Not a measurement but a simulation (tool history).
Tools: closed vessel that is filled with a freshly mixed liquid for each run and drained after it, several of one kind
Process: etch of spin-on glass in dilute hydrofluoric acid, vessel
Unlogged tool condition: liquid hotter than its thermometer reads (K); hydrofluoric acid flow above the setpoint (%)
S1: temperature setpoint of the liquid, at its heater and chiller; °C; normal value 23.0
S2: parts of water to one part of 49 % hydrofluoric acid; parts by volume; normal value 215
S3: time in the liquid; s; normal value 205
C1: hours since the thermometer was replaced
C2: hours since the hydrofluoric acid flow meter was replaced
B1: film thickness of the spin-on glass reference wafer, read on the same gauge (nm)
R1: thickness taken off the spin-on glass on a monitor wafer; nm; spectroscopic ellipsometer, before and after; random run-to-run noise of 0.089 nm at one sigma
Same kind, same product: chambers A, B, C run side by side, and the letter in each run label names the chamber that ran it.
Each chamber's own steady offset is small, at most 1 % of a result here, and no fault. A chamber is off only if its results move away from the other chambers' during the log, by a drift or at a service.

Run 1C, hour 6.9: usual settings; C1 422.8; C2 502.1; B1 109.99. Result: R1 27.942 nm.
Run 2A, hour 12.0: usual settings; C1 1249.7; C2 536.8; B1 110.01. Result: R1 27.834 nm.
Run 3B, hour 17.3: usual settings; C1 1570.4; C2 214.4; B1 109.99. Result: R1 27.918 nm.
Run 4C, hour 21.0: usual settings; C1 436.9; C2 516.2; B1 110.00. Result: R1 27.917 nm.
Run 5A, hour 25.2: usual settings but S1 27.5 °C, S2 125 parts by volume; C1 1262.9; C2 550.0; B1 109.97. Result: R1 63.547 nm.
Run 6B, hour 29.2: usual settings but S1 27.5 °C, S2 125 parts by volume; C1 1582.3; C2 226.3; B1 110.00. Result: R1 61.964 nm.
Run 7C, hour 36.2: usual settings but S1 27.5 °C, S2 125 parts by volume; C1 452.1; C2 531.4; B1 110.00. Result: R1 62.443 nm.
Run 8A, hour 43.1: usual settings but S1 20.0 °C, S2 180 parts by volume; C1 1280.8; C2 567.9; B1 110.01. Result: R1 30.747 nm.
At hour 44.3: chamber C: hydrofluoric acid flow meter replaced.
Run 9B, hour 46.8: usual settings but S1 20.0 °C, S2 180 parts by volume; C1 1599.9; C2 243.9; B1 110.01. Result: R1 30.738 nm.
Run 10C, hour 51.3: usual settings but S1 20.0 °C, S2 180 parts by volume; C1 467.2; C2 7.0; B1 110.00. Result: R1 30.472 nm.
Run 11B, hour 58.2: usual settings; C1 1611.3; C2 255.3; B1 110.03. Result: R1 27.816 nm.
Run 12A, hour 62.3: usual settings but S1 25.5 °C; C1 1300.0; C2 587.1; B1 109.97. Result: R1 30.518 nm.
Run 13B, hour 68.3: usual settings but S1 25.5 °C; C1 1621.4; C2 265.4; B1 110.01. Result: R1 30.340 nm.
Run 14A, hour 72.4: usual settings but S1 25.5 °C; C1 1310.1; C2 597.2; B1 110.00. Result: R1 30.565 nm.
Run 15C, hour 76.8: usual settings; C1 492.7; C2 32.5; B1 110.03. Result: R1 27.749 nm.
Run 16C, hour 81.7: usual settings; C1 497.6; C2 37.4; B1 110.01. Result: R1 27.684 nm.
Run 17A, hour 87.5: usual settings but S1 21.5 °C, S3 165 s; C1 1325.2; C2 612.3; B1 110.00. Result: R1 21.290 nm.
Run 18B, hour 90.9: usual settings but S1 21.5 °C, S3 165 s; C1 1644.0; C2 288.0; B1 110.00. Result: R1 21.261 nm.
Run 19B, hour 96.9: usual settings but S1 21.5 °C, S3 165 s; C1 1650.0; C2 294.0; B1 109.99. Result: R1 21.151 nm.
Run 20C, hour 100.3: usual settings but S1 20.0 °C, S2 285 parts by volume; C1 516.2; C2 56.0; B1 110.02. Result: R1 17.543 nm.
Run 21A, hour 106.6: usual settings but S1 20.0 °C, S2 285 parts by volume; C1 1344.3; C2 631.4; B1 110.01. Result: R1 17.555 nm.
Run 22C, hour 112.3: usual settings but S1 20.0 °C, S2 285 parts by volume; C1 528.2; C2 68.0; B1 110.00. Result: R1 17.522 nm.
Run 23B, hour 118.0: usual settings but S1 19.0 °C, S2 295 parts by volume; C1 1671.1; C2 315.1; B1 109.99. Result: R1 16.310 nm.
Run 24A, hour 122.4: usual settings but S1 19.0 °C, S2 295 parts by volume; C1 1360.1; C2 647.2; B1 109.97. Result: R1 16.241 nm.
At hour 125.2: chamber A: thermometer replaced.
Run 25B, hour 127.9: usual settings but S1 19.0 °C, S2 295 parts by volume; C1 1681.0; C2 325.0; B1 109.97. Result: R1 16.269 nm.
Run 26C, hour 131.8: usual settings; C1 547.7; C2 87.5; B1 110.00. Result: R1 27.717 nm.
Run 27A, hour 136.0: usual settings; C1 10.9; C2 660.8; B1 109.99. Result: R1 27.961 nm.
Run 28A, hour 142.3: usual settings; C1 17.2; C2 667.1; B1 110.01. Result: R1 27.971 nm.
Run 29B, hour 147.4: usual settings but S3 260 s; C1 1700.5; C2 344.5; B1 110.01. Result: R1 35.368 nm.
Run 30C, hour 153.2: usual settings but S3 260 s; C1 569.1; C2 108.9; B1 109.98. Result: R1 35.240 nm.
Run 31B, hour 160.3: usual settings but S3 260 s; C1 1713.4; C2 357.4; B1 109.98. Result: R1 35.272 nm.
Run 32C, hour 163.5: usual settings but S1 25.0 °C, S2 115 parts by volume; C1 579.4; C2 119.2; B1 110.00. Result: R1 62.325 nm.
Run 33A, hour 167.5: usual settings but S1 25.0 °C, S2 115 parts by volume; C1 42.4; C2 692.3; B1 109.99. Result: R1 63.889 nm.
Run 34C, hour 172.2: usual settings but S1 25.0 °C, S2 115 parts by volume; C1 588.1; C2 127.9; B1 110.01. Result: R1 62.484 nm.
Run 35B, hour 179.1: usual settings; C1 1732.2; C2 376.2; B1 110.00. Result: R1 27.696 nm.
Run 36A, hour 186.0: usual settings; C1 60.9; C2 710.8; B1 110.00. Result: R1 28.022 nm.
Run 37A, hour 191.7: usual settings; C1 66.6; C2 716.5; B1 110.01. Result: R1 27.706 nm.
Run 38C, hour 196.9: usual settings; C1 612.8; C2 152.6; B1 110.03. Result: R1 27.905 nm.
Run 39B, hour 201.3: usual settings; C1 1754.4; C2 398.4; B1 110.00. Result: R1 27.971 nm.
Run 40C, hour 207.7: usual settings but S3 325 s; C1 623.6; C2 163.4; B1 110.00. Result: R1 44.213 nm.
Run 41B, hour 213.4: usual settings but S3 325 s; C1 1766.5; C2 410.5; B1 109.99. Result: R1 44.193 nm.

Decide between three cases: one chamber stands off from its peers, the gauge reading all wafers drifts, or nothing is wrong past each chamber's small offset. Where a chamber is off, say which and what most likely put it there.

No chamber is off and the gauge is stable; the differences are just each chamber's small, constant offset.

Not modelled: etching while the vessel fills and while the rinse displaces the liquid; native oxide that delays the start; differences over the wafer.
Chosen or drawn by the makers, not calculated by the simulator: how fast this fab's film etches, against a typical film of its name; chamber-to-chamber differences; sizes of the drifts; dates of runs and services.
